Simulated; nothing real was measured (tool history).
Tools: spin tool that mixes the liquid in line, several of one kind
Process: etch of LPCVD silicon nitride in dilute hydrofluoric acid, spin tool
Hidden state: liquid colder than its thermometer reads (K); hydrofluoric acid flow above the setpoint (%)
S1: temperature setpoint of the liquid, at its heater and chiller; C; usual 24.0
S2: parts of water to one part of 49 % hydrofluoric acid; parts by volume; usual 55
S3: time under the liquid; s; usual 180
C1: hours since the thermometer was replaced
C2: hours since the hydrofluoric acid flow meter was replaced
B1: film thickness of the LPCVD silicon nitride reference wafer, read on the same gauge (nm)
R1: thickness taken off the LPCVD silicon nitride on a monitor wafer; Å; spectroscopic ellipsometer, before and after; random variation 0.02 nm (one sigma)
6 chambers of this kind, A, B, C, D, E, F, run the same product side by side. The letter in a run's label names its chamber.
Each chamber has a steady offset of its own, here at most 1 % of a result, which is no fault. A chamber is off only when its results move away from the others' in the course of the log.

run 1F hour=4.3 | S1=24.0 S2=55 S3=180 | C1=440.4 C2=243.4 | B1=100.020 | R1=17.002
run 2E hour=9.8 | S1=24.0 S2=55 S3=180 | C1=1652.7 C2=1488.1 | B1=99.997 | R1=16.409
run 3B hour=16.4 | S1=24.0 S2=55 S3=180 | C1=1322.6 C2=451.4 | B1=100.040 | R1=16.368
run 4D hour=26.1 | S1=24.0 S2=55 S3=180 | C1=688.0 C2=600.6 | B1=100.000 | R1=16.982
run 5A hour=34.6 | S1=24.0 S2=55 S3=180 | C1=960.8 C2=611.5 | B1=100.020 | R1=16.700
run 6C hour=44.2 | S1=24.0 S2=55 S3=180 | C1=1626.8 C2=1347.2 | B1=100.010 | R1=16.549
-- hour=49.7 chamber E: hydrofluoric acid flow meter replaced
run 7E hour=49.7 | S1=26.5 S2=55 S3=265 | C1=1692.6 C2=0.0 | B1=100.010 | R1=29.143
run 8F hour=54.1 | S1=26.5 S2=55 S3=265 | C1=490.2 C2=293.2 | B1=100.020 | R1=29.431
run 9A hour=58.6 | S1=26.5 S2=55 S3=265 | C1=984.8 C2=635.5 | B1=99.996 | R1=29.199
run 10C hour=63.8 | S1=26.5 S2=55 S3=265 | C1=1646.4 C2=1366.8 | B1=100.010 | R1=28.489
run 11D hour=70.7 | S1=26.5 S2=55 S3=265 | C1=732.6 C2=645.2 | B1=99.971 | R1=29.353
run 12B hour=80.2 | S1=26.5 S2=55 S3=265 | C1=1386.4 C2=515.2 | B1=100.010 | R1=29.140
run 13A hour=85.1 | S1=24.0 S2=55 S3=180 | C1=1011.3 C2=662.0 | B1=99.984 | R1=16.783
run 14F hour=91.9 | S1=24.0 S2=55 S3=180 | C1=528.0 C2=331.0 | B1=100.000 | R1=16.953
run 15D hour=98.9 | S1=24.0 S2=55 S3=180 | C1=760.8 C2=673.4 | B1=100.020 | R1=16.650
run 16C hour=107.9 | S1=24.0 S2=55 S3=180 | C1=1690.5 C2=1410.9 | B1=100.030 | R1=16.725
run 17B hour=116.8 | S1=24.0 S2=55 S3=180 | C1=1423.0 C2=551.8 | B1=99.965 | R1=16.929
run 18E hour=124.6 | S1=24.0 S2=55 S3=180 | C1=1767.5 C2=74.9 | B1=99.985 | R1=16.486
run 19B hour=133.3 | S1=24.0 S2=55 S3=180 | C1=1439.5 C2=568.3 | B1=100.030 | R1=16.625
run 20E hour=138.4 | S1=24.0 S2=55 S3=180 | C1=1781.3 C2=88.7 | B1=99.990 | R1=16.851
run 21F hour=145.6 | S1=24.0 S2=55 S3=180 | C1=581.7 C2=384.7 | B1=100.010 | R1=16.460
run 22D hour=151.5 | S1=24.0 S2=55 S3=180 | C1=813.4 C2=726.0 | B1=100.000 | R1=16.090
run 23A hour=159.9 | S1=24.0 S2=55 S3=180 | C1=1086.1 C2=736.8 | B1=99.989 | R1=17.142
run 24C hour=167.5 | S1=24.0 S2=55 S3=180 | C1=1750.1 C2=1470.5 | B1=99.991 | R1=16.689
run 25A hour=172.1 | S1=24.0 S2=55 S3=180 | C1=1098.3 C2=749.0 | B1=99.990 | R1=16.803
run 26C hour=176.4 | S1=24.0 S2=55 S3=180 | C1=1759.0 C2=1479.4 | B1=100.000 | R1=16.843
run 27D hour=181.3 | S1=24.0 S2=55 S3=180 | C1=843.2 C2=755.8 | B1=100.010 | R1=15.928
run 28E hour=187.2 | S1=26.5 S2=30 S3=180 | C1=1830.1 C2=137.5 | B1=100.010 | R1=35.132
run 29B hour=192.7 | S1=26.5 S2=30 S3=180 | C1=1498.9 C2=627.7 | B1=100.010 | R1=36.913
run 30F hour=199.5 | S1=26.5 S2=30 S3=180 | C1=635.6 C2=438.6 | B1=99.987 | R1=36.378
run 31B hour=206.1 | S1=26.5 S2=30 S3=180 | C1=1512.3 C2=641.1 | B1=100.000 | R1=35.057
run 32D hour=214.8 | S1=26.5 S2=30 S3=180 | C1=876.7 C2=789.3 | B1=99.977 | R1=34.421
run 33E hour=221.6 | S1=26.5 S2=30 S3=180 | C1=1864.5 C2=171.9 | B1=99.988 | R1=35.159
run 34F hour=226.0 | S1=24.0 S2=55 S3=180 | C1=662.1 C2=465.1 | B1=100.020 | R1=16.805
run 35C hour=235.4 | S1=24.0 S2=55 S3=180 | C1=1818.0 C2=1538.4 | B1=99.991 | R1=17.076
run 36A hour=245.0 | S1=24.0 S2=55 S3=180 | C1=1171.2 C2=821.9 | B1=99.975 | R1=16.874
run 37E hour=253.8 | S1=24.0 S2=55 S3=180 | C1=1896.7 C2=204.1 | B1=100.010 | R1=16.430
run 38B hour=260.2 | S1=24.0 S2=55 S3=180 | C1=1566.4 C2=695.2 | B1=100.030 | R1=16.918
run 39C hour=266.3 | S1=24.0 S2=55 S3=180 | C1=1848.9 C2=1569.3 | B1=99.979 | R1=16.741
run 40F hour=275.0 | S1=24.0 S2=55 S3=180 | C1=711.1 C2=514.1 | B1=99.966 | R1=16.422

Is one chamber off against the others, does the gauge drift, or is nothing wrong? If a chamber is off, say which, and what the likeliest cause is.

Chamber D drifts away from the others.
Cause: liquid colder than its thermometer reads (K) = 1.07.
The log may not tell that from: hydrofluoric acid flow below the setpoint (%).

Here are 4 candidates for chamber D's next run, each the usual settings with a change, their results left as question marks. Which one brings its results back in line with what the others give on the usual settings?
In line means no further than this from the other chambers' mean on the usual settings: R1 0.710 Å
run 41D-1 hour=281.9 | S1=24.0 S2=50 S3=190 | R1=?
run 41D-2 hour=281.9 | S1=24.5 S2=55 S3=190 | R1=?
run 41D-3 hour=281.9 | S1=24.0 S2=60 S3=170 | R1=?
run 41D-4 hour=281.9 | S1=23.0 S2=55 S3=180 | R1=?

The other chambers' mean on the usual settings: R1 16.724 Å
run=41D-1 R1=17.996
run=41D-2 R1=16.936
run=41D-3 R1=13.437
run=41D-4 R1=14.470
41D-2 brings the chamber back in line.
